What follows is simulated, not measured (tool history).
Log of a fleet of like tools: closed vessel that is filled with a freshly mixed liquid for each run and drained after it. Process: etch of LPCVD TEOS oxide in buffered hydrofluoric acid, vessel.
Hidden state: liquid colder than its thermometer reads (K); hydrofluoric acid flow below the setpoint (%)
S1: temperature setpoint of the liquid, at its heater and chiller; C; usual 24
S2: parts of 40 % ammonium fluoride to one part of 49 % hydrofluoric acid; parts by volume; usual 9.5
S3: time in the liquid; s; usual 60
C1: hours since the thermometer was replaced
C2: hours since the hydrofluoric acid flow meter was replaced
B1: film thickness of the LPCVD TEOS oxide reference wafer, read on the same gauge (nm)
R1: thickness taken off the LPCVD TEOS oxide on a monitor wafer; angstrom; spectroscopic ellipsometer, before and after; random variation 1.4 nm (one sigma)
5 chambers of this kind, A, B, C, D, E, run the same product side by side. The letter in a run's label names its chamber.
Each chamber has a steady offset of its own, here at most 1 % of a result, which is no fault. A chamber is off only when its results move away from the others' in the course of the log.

| run | hour | S1 | S2 | S3 | C1 | C2 | B1 | R1 |
|---|---|---|---|---|---|---|---|---|
| 1A | 3.1 | 24 | 9.5 | 60 | 858.8 | 1645.8 | 140 | 1491.7 |
| 2E | 7.8 | 24 | 9.5 | 60 | 1949.7 | 408.1 | 139.98 | 1449.7 |
|  | 10.4 | chamber D: hydrofluoric acid flow meter replaced |
| 3D | 14.4 | 24 | 9.5 | 60 | 410.1 | 4 | 140.01 | 1491.5 |
| 4B | 19.6 | 24 | 9.5 | 60 | 557.2 | 80.9 | 140.01 | 1475.3 |
| 5C | 23 | 24 | 9.5 | 60 | 2125.5 | 1225.8 | 140 | 1488.2 |
| 6D | 27.9 | 24 | 9.5 | 60 | 423.6 | 17.5 | 140 | 1471.7 |
|  | 29.3 | chamber C: hydrofluoric acid flow meter replaced |
| 7C | 33.9 | 24 | 9.5 | 60 | 2136.4 | 4.6 | 139.97 | 1462.2 |
| 8B | 38.7 | 24 | 9.5 | 60 | 576.3 | 100 | 140 | 1474.9 |
| 9E | 45.6 | 27.5 | 9.5 | 40 | 1987.5 | 445.9 | 139.99 | 1172.2 |
| 10A | 52.4 | 27.5 | 9.5 | 40 | 908.1 | 1695.1 | 139.99 | 1183.7 |
| 11B | 59.1 | 27.5 | 9.5 | 40 | 596.7 | 120.4 | 140 | 1171.1 |
| 12E | 62.5 | 27.5 | 9.5 | 40 | 2004.4 | 462.8 | 139.98 | 1162.5 |
| 13D | 68.6 | 27.5 | 9.5 | 40 | 464.3 | 58.2 | 140.02 | 1199 |
| 14C | 73.2 | 24 | 9.5 | 60 | 2175.7 | 43.9 | 139.97 | 1474.9 |
| 15A | 79.7 | 24 | 9.5 | 60 | 935.4 | 1722.4 | 139.99 | 1487.2 |
| 16C | 82.8 | 24 | 9.5 | 60 | 2185.3 | 53.5 | 140.01 | 1465.1 |
| 17B | 89.4 | 24 | 9.5 | 60 | 627 | 150.7 | 140 | 1489.1 |
| 18E | 95.2 | 24 | 9.5 | 60 | 2037.1 | 495.5 | 140.01 | 1441.9 |
| 19D | 102.1 | 24 | 9.5 | 60 | 497.8 | 91.7 | 140 | 1486.6 |
| 20A | 109.1 | 24 | 9.5 | 60 | 964.8 | 1751.8 | 140.01 | 1482.2 |
| 21C | 113 | 24 | 6.5 | 60 | 2215.5 | 83.7 | 139.99 | 2130.2 |
|  | 115.5 | chamber A: hydrofluoric acid flow meter replaced |
| 22E | 118.8 | 24 | 6.5 | 60 | 2060.7 | 519.1 | 139.99 | 2103.8 |
| 23B | 123.9 | 24 | 6.5 | 60 | 661.5 | 185.2 | 139.99 | 2156 |
| 24D | 128.6 | 24 | 6.5 | 60 | 524.3 | 118.2 | 140.01 | 2112.4 |
| 25A | 134.6 | 24 | 6.5 | 60 | 990.3 | 19.1 | 140.01 | 2152.3 |
| 26E | 140.6 | 24 | 9.5 | 60 | 2082.5 | 540.9 | 140.02 | 1447.3 |
| 27B | 145.4 | 24 | 8 | 60 | 683 | 206.7 | 140 | 1733.2 |
| 28A | 148.9 | 24 | 8 | 60 | 1004.6 | 33.4 | 139.99 | 1760.5 |
| 29D | 156 | 24 | 8 | 60 | 551.7 | 145.6 | 140.01 | 1729.2 |
| 30C | 161.7 | 24 | 8 | 60 | 2264.2 | 132.4 | 139.99 | 1736.5 |
| 31C | 167 | 24 | 8 | 60 | 2269.5 | 137.7 | 140.02 | 1732.4 |
| 32B | 171.6 | 24 | 9.5 | 60 | 709.2 | 232.9 | 140.01 | 1464.3 |
| 33E | 176.6 | 24 | 9.5 | 60 | 2118.5 | 576.9 | 140.03 | 1441 |

What goes on in this fleet: one chamber off, a drifting gauge, or nothing beyond the chambers' own small offsets? Name the chamber and the cause, if any.

No chamber stands off beyond its own small offset, and the gauge holds steady.
